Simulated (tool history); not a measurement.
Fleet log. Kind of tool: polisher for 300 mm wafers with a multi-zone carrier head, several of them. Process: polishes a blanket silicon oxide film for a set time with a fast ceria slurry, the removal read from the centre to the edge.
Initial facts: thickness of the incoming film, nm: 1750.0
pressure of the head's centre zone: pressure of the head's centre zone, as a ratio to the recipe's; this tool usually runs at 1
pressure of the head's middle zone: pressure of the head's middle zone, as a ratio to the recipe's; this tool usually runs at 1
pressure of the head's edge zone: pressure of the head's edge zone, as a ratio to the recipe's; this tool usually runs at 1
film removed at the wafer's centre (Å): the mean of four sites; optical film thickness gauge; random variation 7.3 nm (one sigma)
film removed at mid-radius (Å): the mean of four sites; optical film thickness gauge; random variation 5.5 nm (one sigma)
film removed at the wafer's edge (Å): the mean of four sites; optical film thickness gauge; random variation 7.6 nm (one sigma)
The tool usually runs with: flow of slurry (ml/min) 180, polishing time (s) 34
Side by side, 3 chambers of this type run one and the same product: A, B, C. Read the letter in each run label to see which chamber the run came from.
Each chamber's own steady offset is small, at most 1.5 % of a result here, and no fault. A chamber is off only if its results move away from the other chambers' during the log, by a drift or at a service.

run	hour	flow of slurry (ml/min)	pressure of the head's centre zone	pressure of the head's middle zone	pressure of the head's edge zone	polishing time (s)	wafers polished on this pad	hours since the slurry nozzle was cleaned	hours since the centre zone pressure was calibrated	hours since the edge zone pressure was calibrated	film removed at the wafer's centre (Å)	film removed at mid-radius (Å)	film removed at the wafer's edge (Å)
1B	6.2	180	1	1	1	34	752	145.6	863.2	829.6	5057.1	5210.3	5245.8
2A	13.3	180	1	1	1	34	605	244.8	925.1	738.8	5289.7	5301.5	5258.8
# hour 14.6: chamber B: worn pad replaced by a new one
3C	19.4	180	1	1	1	34	841	572.8	673.8	792.3	5281.4	5291.1	5368.3
# hour 22.8: chamber C: worn pad replaced by a new one
# hour 23.9: chamber A: slurry nozzle cleaned
4A	28.6	180	1	1	1	34	852	4.8	940.4	754.1	5350.7	5335.7	5248.4
5C	35.4	180	1	1	1	34	204	588.8	689.8	808.3	5235.4	5157.6	5281.8
# hour 42.1: chamber A: worn pad replaced by a new one
6B	44.5	180	1	1	1	34	482	183.9	901.5	867.9	5249.5	5273.9	5237.7
7C	51.4	180	1	1	1	34	462	604.8	705.8	824.3	5042.3	5253.9	5340.1
8B	57.7	180	1	1	1	34	695	197.1	914.7	881.1	5298.9	5142.8	5293.6
# hour 59.2: chamber B: worn pad replaced by a new one
9A	65	180	1	1	1	34	370	41.2	976.8	790.5	5225.6	5217.5	5274.8
10B	71.8	180	1	1	1	34	203	211.2	928.8	895.2	5211.8	5232.5	5245.1
# hour 73.2: chamber C: worn pad replaced by a new one
11A	77.8	180	1	1	1	34	576	54	989.6	803.3	5149.2	5385.4	5229.6
12C	82.6	180	1	1	1	34	153	636	737	855.5	5347.8	5184.1	5321.3
13C	91.1	135	1	0.93	1	34	290	644.5	745.5	864	4970.5	4646.1	5176.3
14A	99.1	135	1	0.93	1	34	920	75.3	1010.9	824.6	4875.8	4804.8	5067.3
15B	104.8	135	1	0.93	1	34	736	244.2	961.8	928.2	5037.3	4662.4	4921.7
# hour 111.4: chamber B: worn pad replaced by a new one
16B	114	180	1	1	1	34	42	253.4	971	937.4	5306.2	5322.4	5345
17C	123.3	180	1	1	1	34	810	676.7	777.7	896.2	5211.4	5167.9	5240.1
# hour 123.8: chamber A: worn pad replaced by a new one
# hour 123.9: chamber C: worn pad replaced by a new one
18A	129.1	180	1	1	1	34	85	105.3	1040.9	854.6	5004.8	5378	5393.9
19B	134.3	180	1	1	1	34	369	273.7	991.3	957.7	5210.7	5302.1	5158.3
20A	140.3	180	1	1	1	34	266	116.5	1052.1	865.8	4971.1	5380.5	5291
21C	145.4	180	1	1	1	34	348	698.8	799.8	918.3	5324.7	5208.8	5293.8
22B	151.2	180	1	1	1	44	642	290.6	1008.2	974.6	6822.8	6854.6	6828.5
# hour 157.1: chamber C: centre zone pressure recalibrated
23C	157.3	180	1	1	1	44	540	710.7	0.2	930.2	6875.9	6852.5	6963
# hour 161.7: chamber B: worn pad replaced by a new one
24A	166.9	180	1	1	1	44	696	143.1	1078.7	892.4	6435.9	6982	6869.3
25A	174.2	125	0.9	1	1	34	813	150.4	1086	899.7	4030.4	4910.2	5050
26B	183.8	125	0.9	1	1	34	356	323.2	1040.8	1007.2	4407.2	4934.9	4974.1
# hour 188.9: chamber C: worn pad replaced by a new one
27C	191.2	125	0.9	1	1	34	37	744.6	34.1	964.1	4221.6	4878.7	5009.6
28C	198.8	180	1	1	1	34	159	752.2	41.7	971.7	5317.5	5268.6	5232.4

The same settings go to every chamber for the next run, one line per chamber below. Forecast the results for each:
29A	205.8	180	1	1	1	34					?	?	?
29B	205.8	180	1	1	1	34					?	?	?
29C	205.8	180	1	1	1	34					?	?	?

run	film removed at the wafer's centre (Å)	film removed at mid-radius (Å)	film removed at the wafer's edge (Å)
29A	4903.6	5313	5380
29B	5229.6	5234.6	5268.3
29C	5280.5	5189.6	5201
